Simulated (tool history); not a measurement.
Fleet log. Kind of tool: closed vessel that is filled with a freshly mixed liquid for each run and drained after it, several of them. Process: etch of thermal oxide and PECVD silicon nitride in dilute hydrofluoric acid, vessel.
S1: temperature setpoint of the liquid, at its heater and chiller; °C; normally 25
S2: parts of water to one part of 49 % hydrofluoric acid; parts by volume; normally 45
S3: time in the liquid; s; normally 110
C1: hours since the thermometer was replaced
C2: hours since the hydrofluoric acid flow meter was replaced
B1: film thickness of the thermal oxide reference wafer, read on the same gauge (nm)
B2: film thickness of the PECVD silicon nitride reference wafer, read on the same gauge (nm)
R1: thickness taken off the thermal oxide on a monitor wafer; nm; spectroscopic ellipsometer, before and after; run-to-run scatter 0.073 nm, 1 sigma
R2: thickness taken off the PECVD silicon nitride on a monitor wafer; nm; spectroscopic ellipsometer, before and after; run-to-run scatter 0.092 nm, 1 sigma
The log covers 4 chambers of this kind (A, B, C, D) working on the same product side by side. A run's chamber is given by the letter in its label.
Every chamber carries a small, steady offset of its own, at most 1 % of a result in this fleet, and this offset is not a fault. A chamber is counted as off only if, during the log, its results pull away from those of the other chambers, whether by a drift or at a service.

{"run": "1C", "hour": 11.3, "S1": 25, "S2": 45, "S3": 110, "C1": 2182.1, "C2": 36, "B1": 149.99, "B2": 69.992, "R1": 12.715, "R2": 10.724}
{"run": "2D", "hour": 23.4, "S1": 25, "S2": 45, "S3": 110, "C1": 637.2, "C2": 738.9, "B1": 150.01, "B2": 70.02, "R1": 12.752, "R2": 10.59}
{"run": "3A", "hour": 37.2, "S1": 25, "S2": 45, "S3": 110, "C1": 63.8, "C2": 818.8, "B1": 150.01, "B2": 70.031, "R1": 12.565, "R2": 10.558}
{"run": "4B", "hour": 44.6, "S1": 25, "S2": 45, "S3": 110, "C1": 84.4, "C2": 680.9, "B1": 150.02, "B2": 70.004, "R1": 12.708, "R2": 10.483}
{"run": "5A", "hour": 51.7, "S1": 25, "S2": 45, "S3": 110, "C1": 78.3, "C2": 833.3, "B1": 150, "B2": 70.017, "R1": 12.7, "R2": 10.537}
{"run": "6B", "hour": 59.9, "S1": 25, "S2": 45, "S3": 110, "C1": 99.7, "C2": 696.2, "B1": 149.99, "B2": 69.995, "R1": 12.521, "R2": 10.551}
{"run": "7D", "hour": 71.1, "S1": 25, "S2": 45, "S3": 110, "C1": 684.9, "C2": 786.6, "B1": 150, "B2": 70.021, "R1": 12.644, "R2": 10.63}
{"run": "8C", "hour": 86.7, "S1": 25, "S2": 45, "S3": 110, "C1": 2257.5, "C2": 111.4, "B1": 150.01, "B2": 70.03, "R1": 12.697, "R2": 10.636}
{"run": "9B", "hour": 99.0, "S1": 25, "S2": 45, "S3": 110, "C1": 138.8, "C2": 735.3, "B1": 150.02, "B2": 70.005, "R1": 12.66, "R2": 10.396}
{"run": "10A", "hour": 114.5, "S1": 25, "S2": 45, "S3": 110, "C1": 141.1, "C2": 896.1, "B1": 149.99, "B2": 70.009, "R1": 12.569, "R2": 10.443}
{"run": "11D", "hour": 126.6, "S1": 25, "S2": 45, "S3": 110, "C1": 740.4, "C2": 842.1, "B1": 150.01, "B2": 69.987, "R1": 12.664, "R2": 10.719}
{"run": "12C", "hour": 136.2, "S1": 25, "S2": 45, "S3": 110, "C1": 2307, "C2": 160.9, "B1": 150.01, "B2": 69.995, "R1": 12.646, "R2": 10.689}
{"run": "13A", "hour": 143.9, "S1": 25, "S2": 45, "S3": 110, "C1": 170.5, "C2": 925.5, "B1": 150, "B2": 69.993, "R1": 12.74, "R2": 10.504}
{"run": "14D", "hour": 156.1, "S1": 25, "S2": 45, "S3": 110, "C1": 769.9, "C2": 871.6, "B1": 150, "B2": 70.004, "R1": 12.618, "R2": 10.78}
{"hour": 171.9, "done": "chamber B: hydrofluoric acid flow meter replaced"}
{"run": "15B", "hour": 172.1, "S1": 25, "S2": 45, "S3": 110, "C1": 211.9, "C2": 0.3, "B1": 150.01, "B2": 69.991, "R1": 12.735, "R2": 10.472}
{"run": "16C", "hour": 180.2, "S1": 25, "S2": 45, "S3": 110, "C1": 2351, "C2": 204.9, "B1": 150, "B2": 70.007, "R1": 12.717, "R2": 10.589}
{"run": "17B", "hour": 189.5, "S1": 25, "S2": 45, "S3": 110, "C1": 229.3, "C2": 17.7, "B1": 150.01, "B2": 70.02, "R1": 12.845, "R2": 10.419}
{"run": "18C", "hour": 202.2, "S1": 25, "S2": 55, "S3": 165, "C1": 2373, "C2": 226.9, "B1": 150.01, "B2": 69.967, "R1": 15.441, "R2": 13.018}
{"run": "19D", "hour": 210.1, "S1": 25, "S2": 55, "S3": 165, "C1": 823.9, "C2": 925.6, "B1": 150, "B2": 69.969, "R1": 15.202, "R2": 13.098}
{"run": "20A", "hour": 221.7, "S1": 25, "S2": 55, "S3": 165, "C1": 248.3, "C2": 1003.3, "B1": 149.99, "B2": 69.962, "R1": 15.269, "R2": 12.897}
{"hour": 225.8, "done": "chamber C: thermometer replaced"}
{"run": "21A", "hour": 235.7, "S1": 25, "S2": 55, "S3": 165, "C1": 262.3, "C2": 1017.3, "B1": 150, "B2": 70.001, "R1": 15.17, "R2": 13.255}
{"run": "22D", "hour": 247.2, "S1": 25, "S2": 45, "S3": 110, "C1": 861, "C2": 962.7, "B1": 150, "B2": 69.989, "R1": 12.577, "R2": 10.548}
{"hour": 249.7, "done": "chamber D: thermometer replaced"}
{"run": "23B", "hour": 256.9, "S1": 26.5, "S2": 60, "S3": 110, "C1": 296.7, "C2": 85.1, "B1": 149.98, "B2": 70.003, "R1": 9.8206, "R2": 8.7681}
{"run": "24C", "hour": 265.5, "S1": 26.5, "S2": 60, "S3": 110, "C1": 39.8, "C2": 290.2, "B1": 150, "B2": 70.019, "R1": 9.9489, "R2": 8.6865}
{"run": "25B", "hour": 277.5, "S1": 26.5, "S2": 60, "S3": 110, "C1": 317.3, "C2": 105.7, "B1": 149.99, "B2": 70.004, "R1": 9.8945, "R2": 8.8502}
{"run": "26C", "hour": 293.3, "S1": 26.5, "S2": 60, "S3": 110, "C1": 67.6, "C2": 318, "B1": 150, "B2": 69.988, "R1": 9.9465, "R2": 8.6981}
{"run": "27A", "hour": 307.1, "S1": 25, "S2": 45, "S3": 45, "C1": 333.7, "C2": 1088.7, "B1": 149.99, "B2": 69.99, "R1": 5.1342, "R2": 4.3712}
{"run": "28D", "hour": 317.4, "S1": 25, "S2": 45, "S3": 45, "C1": 67.7, "C2": 1032.9, "B1": 149.99, "B2": 70.03, "R1": 5.172, "R2": 4.3646}
{"run": "29C", "hour": 327.5, "S1": 25, "S2": 45, "S3": 45, "C1": 101.8, "C2": 352.2, "B1": 150.01, "B2": 69.998, "R1": 5.1847, "R2": 4.3214}
{"run": "30D", "hour": 337.8, "S1": 25, "S2": 45, "S3": 45, "C1": 88.1, "C2": 1053.3, "B1": 150.03, "B2": 69.979, "R1": 5.1964, "R2": 4.2938}

Has any chamber moved away from the others, gradually or after a service, or does the common gauge drift, or do the chambers differ only by their own small steady offsets? State the chamber and the most likely cause if one applies.

No chamber is off and the gauge is stable; the differences are just each chamber's small, constant offset.
